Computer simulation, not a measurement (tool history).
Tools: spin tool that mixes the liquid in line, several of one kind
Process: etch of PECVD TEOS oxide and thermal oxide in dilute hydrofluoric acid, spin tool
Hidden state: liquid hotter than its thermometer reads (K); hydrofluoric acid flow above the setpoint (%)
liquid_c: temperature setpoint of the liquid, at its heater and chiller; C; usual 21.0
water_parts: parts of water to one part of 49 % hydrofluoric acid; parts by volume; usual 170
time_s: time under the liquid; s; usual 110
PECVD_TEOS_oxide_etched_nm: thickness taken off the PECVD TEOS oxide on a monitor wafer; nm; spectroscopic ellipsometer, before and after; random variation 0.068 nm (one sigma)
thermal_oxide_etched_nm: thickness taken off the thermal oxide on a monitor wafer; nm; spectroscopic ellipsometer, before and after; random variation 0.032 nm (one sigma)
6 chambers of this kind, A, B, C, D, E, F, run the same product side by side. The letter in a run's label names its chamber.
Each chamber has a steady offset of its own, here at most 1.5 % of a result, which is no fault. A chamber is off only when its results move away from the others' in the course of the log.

run	day	liquid_c	water_parts	time_s	hours since the thermometer was replaced	hours since the hydrofluoric acid flow meter was replaced	read-back film thickness of the PECVD TEOS oxide reference wafer, read on the same gauge (nm)	read-back film thickness of the thermal oxide reference wafer, read on the same gauge (nm)	PECVD_TEOS_oxide_etched_nm	thermal_oxide_etched_nm
1A	0.375	21.0	170	110	434.7	560.8	90.038	150.00	7.5492	2.5140
# day 0.729: chamber C: thermometer replaced
2D	0.850	21.0	170	110	1136.6	466.9	89.986	150.02	7.6642	2.4614
3F	1.350	21.0	170	110	798.4	742.6	90.046	150.01	7.5695	2.5256
4B	1.658	21.0	170	110	381.8	798.5	90.023	149.95	7.6772	2.5094
5C	2.196	21.0	170	110	35.3	98.0	90.007	149.98	7.6569	2.5573
6E	2.658	21.0	170	110	998.5	779.5	89.973	149.97	7.5310	2.4719
7F	3.179	21.0	170	110	842.3	786.5	90.012	149.99	7.6277	2.4878
8D	3.579	21.0	170	110	1202.1	532.4	89.990	150.00	7.6574	2.5385
9A	3.896	21.0	170	110	519.2	645.3	89.996	150.00	7.7646	2.5423
10B	4.300	21.0	170	110	445.2	861.9	89.988	149.99	7.6048	2.5802
11C	4.888	21.0	170	110	99.9	162.6	90.018	150.01	7.7019	2.5048
12E	5.217	21.0	170	110	1059.9	840.9	89.989	150.01	7.6328	2.4744
13E	5.850	21.0	170	110	1075.1	856.1	90.010	149.99	7.6029	2.4919
14B	6.421	21.0	170	110	496.1	912.8	90.026	149.99	7.4107	2.5823
# day 6.488: chamber A: hydrofluoric acid flow meter replaced
15C	6.883	21.0	210	85	147.8	210.5	90.000	149.99	4.5438	1.5090
16A	7.354	21.0	210	85	602.2	20.8	89.956	149.99	4.5623	1.5146
# day 7.367: chamber F: hydrofluoric acid flow meter replaced
17D	7.862	21.0	210	85	1304.9	635.2	90.025	149.99	4.6099	1.5120
18F	8.146	21.0	210	85	961.5	18.8	89.992	149.99	4.6227	1.5347
19E	8.583	21.0	210	85	1140.7	921.7	90.007	150.00	4.5919	1.4989
20F	9.133	21.0	210	85	985.2	42.5	89.995	149.99	4.5516	1.4972
21A	9.771	21.0	170	110	660.2	78.8	90.052	149.97	7.5635	2.5354
22C	10.350	21.0	170	110	231.0	293.7	89.994	150.03	7.5659	2.4918
23D	10.875	21.0	170	110	1377.2	707.5	90.010	150.00	7.5417	2.5214
# day 11.300: chamber D: thermometer replaced
24B	11.388	21.0	170	110	615.3	1032.0	90.006	149.99	7.5909	2.5942
25B	11.812	22.5	170	110	625.5	1042.2	90.012	150.00	8.1226	2.7466
26F	12.333	22.5	170	110	1062.0	119.3	89.993	150.00	8.1341	2.6871
27C	12.629	22.5	170	110	285.7	348.4	89.987	150.04	8.1195	2.7001
28D	12.950	22.5	170	110	39.6	757.3	90.008	150.00	8.1131	2.6686
29E	13.571	22.5	170	110	1260.4	1041.4	90.043	149.99	8.0467	2.7466
30A	13.958	22.5	170	110	760.7	179.3	90.029	150.01	7.8726	2.6630
31A	14.279	21.0	170	110	768.4	187.0	90.000	150.00	7.6524	2.5451
# day 14.767: chamber B: thermometer replaced
32D	14.858	21.0	170	110	85.4	803.1	89.998	149.95	7.7300	2.5359
33F	15.204	21.0	170	110	1130.9	188.2	89.971	149.99	7.6450	2.5473
34E	15.579	21.0	170	110	1308.6	1089.6	90.015	149.98	7.7188	2.5587
35C	15.912	21.0	215	110	364.5	427.2	90.021	150.02	5.7177	1.9344
36B	16.308	21.0	215	110	37.1	1150.1	90.026	149.99	5.7912	1.9316
37C	16.858	21.0	215	110	387.2	449.9	90.030	149.97	5.8142	1.8831
38A	17.171	21.0	215	110	837.8	256.4	90.026	150.02	5.8136	1.9066
39F	17.788	21.0	215	110	1192.9	250.2	90.011	150.00	5.7718	1.9016
40B	18.288	21.0	215	110	84.6	1197.6	89.986	150.00	5.7420	1.9669
41E	18.579	17.0	170	145	1380.6	1161.6	89.982	150.01	8.5709	2.8444
42D	19.096	17.0	170	145	187.1	904.8	90.014	150.00	8.6743	2.8424

All 6 chambers run these settings next. Forecast each chamber's results:
43A	19.554	21.0	170	110					?	?
43B	19.554	21.0	170	110					?	?
43C	19.554	21.0	170	110					?	?
43D	19.554	21.0	170	110					?	?
43E	19.554	21.0	170	110					?	?
43F	19.554	21.0	170	110					?	?

run	PECVD_TEOS_oxide_etched_nm	thermal_oxide_etched_nm
43A	7.5861	2.5124
43B	7.6905	2.5699
43C	7.6103	2.5870
43D	7.6360	2.5605
43E	7.6056	2.5718
43F	7.7264	2.5852

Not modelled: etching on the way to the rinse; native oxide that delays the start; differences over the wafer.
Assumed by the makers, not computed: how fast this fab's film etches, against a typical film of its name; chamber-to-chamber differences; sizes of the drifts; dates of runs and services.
